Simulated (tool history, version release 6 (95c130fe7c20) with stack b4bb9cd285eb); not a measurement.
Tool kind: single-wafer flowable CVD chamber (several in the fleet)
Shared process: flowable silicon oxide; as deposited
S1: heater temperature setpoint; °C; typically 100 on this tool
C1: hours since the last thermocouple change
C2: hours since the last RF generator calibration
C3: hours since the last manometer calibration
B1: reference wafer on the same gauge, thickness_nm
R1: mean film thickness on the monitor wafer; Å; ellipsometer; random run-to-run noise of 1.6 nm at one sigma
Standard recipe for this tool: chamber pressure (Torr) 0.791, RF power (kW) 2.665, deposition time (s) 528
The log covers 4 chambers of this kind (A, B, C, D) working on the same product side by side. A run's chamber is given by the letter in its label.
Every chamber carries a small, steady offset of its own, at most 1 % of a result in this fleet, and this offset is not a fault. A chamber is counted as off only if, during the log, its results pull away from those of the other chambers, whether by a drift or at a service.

run 1A hour=5.9 | S1=100 chamber_pressure_(Torr)=0.791 RF_power_(kW)=2.665 deposition_time_(s)=528 | C1=134.6 C2=434.8 C3=1083 | B1=302.05 | R1=3295.7
run 2C hour=10.6 | S1=100 chamber_pressure_(Torr)=0.791 RF_power_(kW)=2.665 deposition_time_(s)=528 | C1=1176.5 C2=555.9 C3=227.9 | B1=301.95 | R1=3304.9
run 3D hour=17.9 | S1=100 chamber_pressure_(Torr)=0.791 RF_power_(kW)=2.665 deposition_time_(s)=528 | C1=608.1 C2=1681.6 C3=701.2 | B1=301.86 | R1=3271
run 4B hour=24.9 | S1=100 chamber_pressure_(Torr)=0.791 RF_power_(kW)=2.665 deposition_time_(s)=528 | C1=746.5 C2=799.6 C3=639.4 | B1=301.94 | R1=3321.1
-- hour=32.1 chamber C: thermocouple changed; heater temperature recalibrated
run 5A hour=35.1 | S1=100 chamber_pressure_(Torr)=0.791 RF_power_(kW)=2.665 deposition_time_(s)=528 | C1=163.8 C2=464 C3=1112.2 | B1=302.26 | R1=3320.4
run 6C hour=41.4 | S1=100 chamber_pressure_(Torr)=0.791 RF_power_(kW)=2.83 deposition_time_(s)=528 | C1=9.3 C2=586.7 C3=258.7 | B1=302.24 | R1=3322.7
run 7D hour=48.7 | S1=100 chamber_pressure_(Torr)=0.791 RF_power_(kW)=2.83 deposition_time_(s)=528 | C1=638.9 C2=1712.4 C3=732 | B1=301.7 | R1=3296.9
run 8B hour=57.8 | S1=100 chamber_pressure_(Torr)=0.791 RF_power_(kW)=2.83 deposition_time_(s)=528 | C1=779.4 C2=832.5 C3=672.3 | B1=302.33 | R1=3343.8
run 9C hour=65.7 | S1=100 chamber_pressure_(Torr)=0.791 RF_power_(kW)=2.83 deposition_time_(s)=528 | C1=33.6 C2=611 C3=283 | B1=302.24 | R1=3342.5
-- hour=67 chamber A: capacitance manometer re-zeroed and calibrated
run 10D hour=72.1 | S1=100 chamber_pressure_(Torr)=0.791 RF_power_(kW)=2.665 deposition_time_(s)=528 | C1=662.3 C2=1735.8 C3=755.4 | B1=302.1 | R1=3266.6
run 11B hour=81.9 | S1=100 chamber_pressure_(Torr)=0.791 RF_power_(kW)=2.665 deposition_time_(s)=528 | C1=803.5 C2=856.6 C3=696.4 | B1=301.8 | R1=3321.5
run 12A hour=87 | S1=100 chamber_pressure_(Torr)=0.791 RF_power_(kW)=2.665 deposition_time_(s)=528 | C1=215.7 C2=515.9 C3=20 | B1=302.24 | R1=3438.7
run 13C hour=92.6 | S1=100 chamber_pressure_(Torr)=0.791 RF_power_(kW)=2.665 deposition_time_(s)=528 | C1=60.5 C2=637.9 C3=309.9 | B1=301.96 | R1=3282.6
run 14B hour=99.2 | S1=100 chamber_pressure_(Torr)=0.791 RF_power_(kW)=2.665 deposition_time_(s)=528 | C1=820.8 C2=873.9 C3=713.7 | B1=301.91 | R1=3315.3
run 15A hour=103.7 | S1=100 chamber_pressure_(Torr)=0.791 RF_power_(kW)=2.665 deposition_time_(s)=528 | C1=232.4 C2=532.6 C3=36.7 | B1=301.96 | R1=3470.9
run 16D hour=108.9 | S1=100 chamber_pressure_(Torr)=0.791 RF_power_(kW)=2.665 deposition_time_(s)=528 | C1=699.1 C2=1772.6 C3=792.2 | B1=302.01 | R1=3275.2
run 17B hour=118.8 | S1=113 chamber_pressure_(Torr)=0.791 RF_power_(kW)=2.305 deposition_time_(s)=528 | C1=840.4 C2=893.5 C3=733.3 | B1=302.3 | R1=2121.8
run 18C hour=124 | S1=113 chamber_pressure_(Torr)=0.791 RF_power_(kW)=2.305 deposition_time_(s)=528 | C1=91.9 C2=669.3 C3=341.3 | B1=302.15 | R1=2152.6
run 19D hour=131.3 | S1=113 chamber_pressure_(Torr)=0.791 RF_power_(kW)=2.305 deposition_time_(s)=528 | C1=721.5 C2=1795 C3=814.6 | B1=301.75 | R1=2091.7
run 20A hour=140.3 | S1=113 chamber_pressure_(Torr)=0.791 RF_power_(kW)=2.305 deposition_time_(s)=528 | C1=269 C2=569.2 C3=73.3 | B1=302.37 | R1=2243.1
run 21B hour=149.5 | S1=100 chamber_pressure_(Torr)=0.791 RF_power_(kW)=2.665 deposition_time_(s)=528 | C1=871.1 C2=924.2 C3=764 | B1=302.02 | R1=3325.8
run 22C hour=159.5 | S1=100 chamber_pressure_(Torr)=0.791 RF_power_(kW)=2.665 deposition_time_(s)=528 | C1=127.4 C2=704.8 C3=376.8 | B1=302.12 | R1=3307.7
run 23D hour=168.4 | S1=92 chamber_pressure_(Torr)=0.791 RF_power_(kW)=2.665 deposition_time_(s)=528 | C1=758.6 C2=1832.1 C3=851.7 | B1=301.88 | R1=4292.1
run 24A hour=177.7 | S1=92 chamber_pressure_(Torr)=0.791 RF_power_(kW)=2.665 deposition_time_(s)=528 | C1=306.4 C2=606.6 C3=110.7 | B1=302.21 | R1=4522.3

Which is it: a chamber that has drifted or been left off by a service, a gauge drift common to all chambers, or only each chamber's usual small offset? If a chamber is off, name it and its likeliest cause.

After it was serviced, chamber A no longer matches the other chambers.
Most likely cause: true pressure above the setpoint (%) = 3.75.

Below are 4 candidate recipes for chamber A's next run, each the usual settings with a change, their results shown as question marks. Which of them brings A's results back in line with what the other chambers give on the usual settings?
Allowed miss from the other chambers' usual-settings mean, per result, to count as in line: R1 57 Å
run 25A-1 hour=185 | S1=100 chamber_pressure_(Torr)=0.733 RF_power_(kW)=2.665 deposition_time_(s)=528 | R1=?
run 25A-2 hour=185 | S1=99 chamber_pressure_(Torr)=0.799 RF_power_(kW)=2.665 deposition_time_(s)=531 | R1=?
run 25A-3 hour=185 | S1=100 chamber_pressure_(Torr)=0.833 RF_power_(kW)=2.665 deposition_time_(s)=542 | R1=?
run 25A-4 hour=185 | S1=100 chamber_pressure_(Torr)=0.762 RF_power_(kW)=2.66 deposition_time_(s)=528 | R1=?

On the usual settings, the other chambers give on average: R1 3306.7 Å
run=25A-1 R1=3129.2
run=25A-2 R1=3643.9
run=25A-3 R1=3802.7
run=25A-4 R1=3296.2
The answer is 25A-4, which returns the chamber to within the allowed miss of the others.

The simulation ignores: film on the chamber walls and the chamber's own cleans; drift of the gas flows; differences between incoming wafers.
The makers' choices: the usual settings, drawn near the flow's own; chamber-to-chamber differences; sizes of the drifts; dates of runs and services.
